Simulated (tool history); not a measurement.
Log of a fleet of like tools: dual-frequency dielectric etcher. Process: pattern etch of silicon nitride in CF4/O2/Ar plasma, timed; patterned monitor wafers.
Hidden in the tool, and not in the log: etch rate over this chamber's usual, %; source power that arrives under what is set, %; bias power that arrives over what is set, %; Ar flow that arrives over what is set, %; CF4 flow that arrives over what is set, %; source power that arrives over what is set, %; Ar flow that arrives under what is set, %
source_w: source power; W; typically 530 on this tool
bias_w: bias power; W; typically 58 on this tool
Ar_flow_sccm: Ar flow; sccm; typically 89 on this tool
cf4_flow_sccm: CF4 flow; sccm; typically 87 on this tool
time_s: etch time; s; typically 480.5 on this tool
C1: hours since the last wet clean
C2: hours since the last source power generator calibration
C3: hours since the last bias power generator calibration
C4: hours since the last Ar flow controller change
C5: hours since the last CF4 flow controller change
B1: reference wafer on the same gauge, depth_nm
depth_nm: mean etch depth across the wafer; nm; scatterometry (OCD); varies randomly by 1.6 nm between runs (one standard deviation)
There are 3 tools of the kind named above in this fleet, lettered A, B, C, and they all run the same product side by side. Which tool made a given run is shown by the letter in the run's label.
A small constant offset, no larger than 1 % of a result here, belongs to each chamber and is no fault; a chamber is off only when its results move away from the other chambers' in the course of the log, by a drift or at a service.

{"run": "1B", "hour": 8.1, "source_w": 530, "bias_w": 58, "Ar_flow_sccm": 89, "cf4_flow_sccm": 87, "time_s": 480.5, "C1": 51.9, "C2": 108.3, "C3": 3527.6, "C4": 946.4, "C5": 4391.7, "B1": 1209.6, "depth_nm": 1016.4}
{"run": "2C", "hour": 18.7, "source_w": 530, "bias_w": 58, "Ar_flow_sccm": 89, "cf4_flow_sccm": 87, "time_s": 480.5, "C1": 252.6, "C2": 2712.5, "C3": 460.6, "C4": 4514.0, "C5": 3733.0, "B1": 1209.2, "depth_nm": 1019.2}
{"run": "3A", "hour": 27.4, "source_w": 530, "bias_w": 58, "Ar_flow_sccm": 89, "cf4_flow_sccm": 87, "time_s": 480.5, "C1": 512.1, "C2": 328.7, "C3": 719.3, "C4": 1769.2, "C5": 579.1, "B1": 1209.2, "depth_nm": 1014.0}
{"run": "4A", "hour": 36.2, "source_w": 530, "bias_w": 58, "Ar_flow_sccm": 89, "cf4_flow_sccm": 87, "time_s": 480.5, "C1": 520.9, "C2": 337.5, "C3": 728.1, "C4": 1778.0, "C5": 587.9, "B1": 1208.8, "depth_nm": 1011.2}
{"hour": 41.6, "done": "chamber A: wet clean of the chamber"}
{"run": "5C", "hour": 44.7, "source_w": 530, "bias_w": 58, "Ar_flow_sccm": 89, "cf4_flow_sccm": 87, "time_s": 480.5, "C1": 278.6, "C2": 2738.5, "C3": 486.6, "C4": 4540.0, "C5": 3759.0, "B1": 1208.6, "depth_nm": 1017.9}
{"run": "6B", "hour": 51.8, "source_w": 530, "bias_w": 58, "Ar_flow_sccm": 89, "cf4_flow_sccm": 87, "time_s": 389.0, "C1": 95.6, "C2": 152.0, "C3": 3571.3, "C4": 990.1, "C5": 4435.4, "B1": 1208.4, "depth_nm": 822.93}
{"run": "7A", "hour": 57.1, "source_w": 530, "bias_w": 58, "Ar_flow_sccm": 89, "cf4_flow_sccm": 87, "time_s": 389.0, "C1": 15.6, "C2": 358.4, "C3": 749.0, "C4": 1798.9, "C5": 608.8, "B1": 1208.4, "depth_nm": 815.94}
{"run": "8B", "hour": 63.5, "source_w": 530, "bias_w": 58, "Ar_flow_sccm": 89, "cf4_flow_sccm": 87, "time_s": 389.0, "C1": 107.3, "C2": 163.7, "C3": 3583.0, "C4": 1001.8, "C5": 4447.1, "B1": 1208.0, "depth_nm": 821.07}
{"run": "9C", "hour": 72.6, "source_w": 530, "bias_w": 58, "Ar_flow_sccm": 89, "cf4_flow_sccm": 87, "time_s": 480.5, "C1": 306.5, "C2": 2766.4, "C3": 514.5, "C4": 4567.9, "C5": 3786.9, "B1": 1207.5, "depth_nm": 1016.3}
{"run": "10C", "hour": 83.3, "source_w": 530, "bias_w": 58, "Ar_flow_sccm": 89, "cf4_flow_sccm": 87, "time_s": 480.5, "C1": 317.2, "C2": 2777.1, "C3": 525.2, "C4": 4578.6, "C5": 3797.6, "B1": 1207.8, "depth_nm": 1017.0}
{"run": "11B", "hour": 88.5, "source_w": 530, "bias_w": 58, "Ar_flow_sccm": 89, "cf4_flow_sccm": 87, "time_s": 480.5, "C1": 132.3, "C2": 188.7, "C3": 3608.0, "C4": 1026.8, "C5": 4472.1, "B1": 1207.2, "depth_nm": 1016.0}
{"run": "12A", "hour": 97.8, "source_w": 530, "bias_w": 58, "Ar_flow_sccm": 89, "cf4_flow_sccm": 87, "time_s": 480.5, "C1": 56.3, "C2": 399.1, "C3": 789.7, "C4": 1839.6, "C5": 649.5, "B1": 1206.4, "depth_nm": 1008.2}
{"run": "13A", "hour": 102.8, "source_w": 530, "bias_w": 58, "Ar_flow_sccm": 71, "cf4_flow_sccm": 87, "time_s": 480.5, "C1": 61.3, "C2": 404.1, "C3": 794.7, "C4": 1844.6, "C5": 654.5, "B1": 1206.6, "depth_nm": 1035.8}
{"hour": 104.3, "done": "chamber C: CF4 flow controller replaced"}
{"run": "14B", "hour": 110.3, "source_w": 530, "bias_w": 58, "Ar_flow_sccm": 71, "cf4_flow_sccm": 87, "time_s": 480.5, "C1": 154.1, "C2": 210.5, "C3": 3629.8, "C4": 1048.6, "C5": 4493.9, "B1": 1206.4, "depth_nm": 1037.6}
{"run": "15C", "hour": 120.1, "source_w": 530, "bias_w": 58, "Ar_flow_sccm": 71, "cf4_flow_sccm": 87, "time_s": 480.5, "C1": 354.0, "C2": 2813.9, "C3": 562.0, "C4": 4615.4, "C5": 15.8, "B1": 1206.4, "depth_nm": 1040.9}
{"run": "16C", "hour": 126.4, "source_w": 530, "bias_w": 58, "Ar_flow_sccm": 100, "cf4_flow_sccm": 87, "time_s": 480.5, "C1": 360.3, "C2": 2820.2, "C3": 568.3, "C4": 4621.7, "C5": 22.1, "B1": 1206.1, "depth_nm": 1000.3}
{"run": "17A", "hour": 137.2, "source_w": 530, "bias_w": 58, "Ar_flow_sccm": 100, "cf4_flow_sccm": 87, "time_s": 480.5, "C1": 95.7, "C2": 438.5, "C3": 829.1, "C4": 1879.0, "C5": 688.9, "B1": 1206.2, "depth_nm": 993.98}
{"run": "18B", "hour": 147.1, "source_w": 530, "bias_w": 58, "Ar_flow_sccm": 100, "cf4_flow_sccm": 87, "time_s": 480.5, "C1": 190.9, "C2": 247.3, "C3": 3666.6, "C4": 1085.4, "C5": 4530.7, "B1": 1205.2, "depth_nm": 998.95}
{"run": "19C", "hour": 156.4, "source_w": 530, "bias_w": 58, "Ar_flow_sccm": 89, "cf4_flow_sccm": 87, "time_s": 480.5, "C1": 390.3, "C2": 2850.2, "C3": 598.3, "C4": 4651.7, "C5": 52.1, "B1": 1204.8, "depth_nm": 1015.4}
{"hour": 159.5, "done": "chamber C: wet clean of the chamber"}
{"run": "20B", "hour": 161.5, "source_w": 530, "bias_w": 58, "Ar_flow_sccm": 78, "cf4_flow_sccm": 87, "time_s": 395.5, "C1": 205.3, "C2": 261.7, "C3": 3681.0, "C4": 1099.8, "C5": 4545.1, "B1": 1204.7, "depth_nm": 844.48}
{"run": "21A", "hour": 170.5, "source_w": 530, "bias_w": 58, "Ar_flow_sccm": 78, "cf4_flow_sccm": 87, "time_s": 395.5, "C1": 129.0, "C2": 471.8, "C3": 862.4, "C4": 1912.3, "C5": 722.2, "B1": 1204.4, "depth_nm": 840.77}
{"run": "22C", "hour": 179.5, "source_w": 530, "bias_w": 58, "Ar_flow_sccm": 78, "cf4_flow_sccm": 87, "time_s": 395.5, "C1": 20.1, "C2": 2873.3, "C3": 621.4, "C4": 4674.8, "C5": 75.2, "B1": 1204.9, "depth_nm": 847.1}
{"run": "23A", "hour": 185.4, "source_w": 530, "bias_w": 58, "Ar_flow_sccm": 89, "cf4_flow_sccm": 87, "time_s": 480.5, "C1": 143.9, "C2": 486.7, "C3": 877.3, "C4": 1927.2, "C5": 737.1, "B1": 1204.2, "depth_nm": 1006.2}
{"run": "24B", "hour": 192.8, "source_w": 530, "bias_w": 58, "Ar_flow_sccm": 89, "cf4_flow_sccm": 87, "time_s": 480.5, "C1": 236.6, "C2": 293.0, "C3": 3712.3, "C4": 1131.1, "C5": 4576.4, "B1": 1204.0, "depth_nm": 1012.6}
{"run": "25B", "hour": 201.8, "source_w": 450, "bias_w": 68, "Ar_flow_sccm": 89, "cf4_flow_sccm": 87, "time_s": 480.5, "C1": 245.6, "C2": 302.0, "C3": 3721.3, "C4": 1140.1, "C5": 4585.4, "B1": 1203.8, "depth_nm": 936.05}
{"run": "26C", "hour": 207.1, "source_w": 450, "bias_w": 68, "Ar_flow_sccm": 89, "cf4_flow_sccm": 87, "time_s": 480.5, "C1": 47.7, "C2": 2900.9, "C3": 649.0, "C4": 4702.4, "C5": 102.8, "B1": 1203.7, "depth_nm": 939.79}
{"hour": 213.7, "done": "chamber C: source power generator calibrated"}
{"run": "27A", "hour": 214.5, "source_w": 450, "bias_w": 68, "Ar_flow_sccm": 89, "cf4_flow_sccm": 87, "time_s": 480.5, "C1": 173.0, "C2": 515.8, "C3": 906.4, "C4": 1956.3, "C5": 766.2, "B1": 1202.7, "depth_nm": 927.51}
{"run": "28A", "hour": 221.5, "source_w": 530, "bias_w": 58, "Ar_flow_sccm": 89, "cf4_flow_sccm": 78, "time_s": 410.5, "C1": 180.0, "C2": 522.8, "C3": 913.4, "C4": 1963.3, "C5": 773.2, "B1": 1203.4, "depth_nm": 846.83}
{"run": "29B", "hour": 227.9, "source_w": 530, "bias_w": 58, "Ar_flow_sccm": 89, "cf4_flow_sccm": 78, "time_s": 410.5, "C1": 271.7, "C2": 328.1, "C3": 3747.4, "C4": 1166.2, "C5": 4611.5, "B1": 1202.9, "depth_nm": 850.64}
{"run": "30C", "hour": 234.9, "source_w": 530, "bias_w": 58, "Ar_flow_sccm": 89, "cf4_flow_sccm": 78, "time_s": 410.5, "C1": 75.5, "C2": 21.3, "C3": 676.8, "C4": 4730.2, "C5": 130.6, "B1": 1202.7, "depth_nm": 852.77}
{"run": "31A", "hour": 245.2, "source_w": 530, "bias_w": 58, "Ar_flow_sccm": 89, "cf4_flow_sccm": 87, "time_s": 480.5, "C1": 203.7, "C2": 546.5, "C3": 937.1, "C4": 1987.0, "C5": 796.9, "B1": 1202.3, "depth_nm": 1005.4}

For the next run the whole fleet of 3 chambers uses the same settings. Give each chamber's results:
{"run": "32A", "hour": 253.0, "source_w": 420, "bias_w": 58, "Ar_flow_sccm": 89, "cf4_flow_sccm": 87, "time_s": 480.5, "depth_nm": "?"}
{"run": "32B", "hour": 253.0, "source_w": 420, "bias_w": 58, "Ar_flow_sccm": 89, "cf4_flow_sccm": 87, "time_s": 480.5, "depth_nm": "?"}
{"run": "32C", "hour": 253.0, "source_w": 420, "bias_w": 58, "Ar_flow_sccm": 89, "cf4_flow_sccm": 87, "time_s": 480.5, "depth_nm": "?"}

run=32A depth_nm=818.24
run=32B depth_nm=828.22
run=32C depth_nm=830.35
